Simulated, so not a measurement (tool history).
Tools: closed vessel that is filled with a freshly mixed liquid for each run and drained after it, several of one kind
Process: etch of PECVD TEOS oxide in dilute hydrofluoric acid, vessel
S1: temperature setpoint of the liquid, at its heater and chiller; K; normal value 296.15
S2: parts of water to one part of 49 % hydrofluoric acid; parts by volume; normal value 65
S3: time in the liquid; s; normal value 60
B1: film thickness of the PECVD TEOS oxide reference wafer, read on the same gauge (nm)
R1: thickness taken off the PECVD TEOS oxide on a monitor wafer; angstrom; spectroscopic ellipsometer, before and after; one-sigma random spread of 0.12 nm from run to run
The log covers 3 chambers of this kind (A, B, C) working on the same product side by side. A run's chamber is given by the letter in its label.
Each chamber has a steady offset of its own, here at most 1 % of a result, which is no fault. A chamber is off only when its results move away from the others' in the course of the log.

run 1A day=0.129 | S1=296.15 S2=65 S3=60 | B1=130.00 | R1=148.990
run 2B day=0.238 | S1=296.15 S2=65 S3=60 | B1=130.00 | R1=148.870
run 3C day=0.350 | S1=296.15 S2=65 S3=60 | B1=130.00 | R1=149.980
run 4A day=0.521 | S1=296.15 S2=65 S3=60 | B1=129.99 | R1=146.250
run 5C day=0.667 | S1=296.15 S2=65 S3=60 | B1=130.00 | R1=148.350
run 6B day=0.771 | S1=296.15 S2=65 S3=30 | B1=129.99 | R1=75.532
run 7C day=0.908 | S1=296.15 S2=65 S3=30 | B1=130.01 | R1=74.850
run 8B day=1.021 | S1=296.15 S2=65 S3=30 | B1=130.00 | R1=76.777
run 9A day=1.200 | S1=294.65 S2=65 S3=60 | B1=129.98 | R1=140.550
run 10C day=1.333 | S1=294.65 S2=65 S3=60 | B1=130.00 | R1=139.020
run 11A day=1.488 | S1=294.65 S2=65 S3=60 | B1=129.99 | R1=139.460
run 12B day=1.567 | S1=296.15 S2=65 S3=60 | B1=130.02 | R1=157.110
run 13B day=1.667 | S1=296.15 S2=65 S3=60 | B1=130.01 | R1=157.490
run 14A day=1.800 | S1=296.15 S2=65 S3=60 | B1=130.01 | R1=148.400
run 15C day=1.883 | S1=296.15 S2=75 S3=80 | B1=130.00 | R1=170.110
run 16A day=2.008 | S1=296.15 S2=75 S3=80 | B1=129.99 | R1=170.910
run 17C day=2.104 | S1=296.15 S2=75 S3=80 | B1=129.99 | R1=168.070
run 18B day=2.229 | S1=296.15 S2=65 S3=60 | B1=129.99 | R1=158.620
run 19C day=2.358 | S1=296.15 S2=65 S3=60 | B1=130.00 | R1=149.070
run 20A day=2.533 | S1=296.15 S2=65 S3=60 | B1=130.01 | R1=146.600
run 21B day=2.671 | S1=296.15 S2=65 S3=60 | B1=130.00 | R1=160.400
run 22A day=2.800 | S1=296.15 S2=65 S3=60 | B1=129.99 | R1=148.180
run 23C day=2.942 | S1=296.15 S2=65 S3=60 | B1=129.99 | R1=149.410
run 24B day=3.104 | S1=296.15 S2=65 S3=60 | B1=130.01 | R1=164.610
run 25A day=3.204 | S1=296.15 S2=65 S3=60 | B1=129.99 | R1=148.360
run 26C day=3.317 | S1=296.15 S2=65 S3=60 | B1=130.01 | R1=151.310
run 27B day=3.433 | S1=296.15 S2=65 S3=60 | B1=130.00 | R1=165.400

All 3 chambers run these settings next. Forecast each chamber's results:
run 28A day=3.558 | S1=296.15 S2=65 S3=60 | R1=?
run 28B day=3.558 | S1=296.15 S2=65 S3=60 | R1=?
run 28C day=3.558 | S1=296.15 S2=65 S3=60 | R1=?

run=28A R1=149.270
run=28B R1=167.570
run=28C R1=151.080

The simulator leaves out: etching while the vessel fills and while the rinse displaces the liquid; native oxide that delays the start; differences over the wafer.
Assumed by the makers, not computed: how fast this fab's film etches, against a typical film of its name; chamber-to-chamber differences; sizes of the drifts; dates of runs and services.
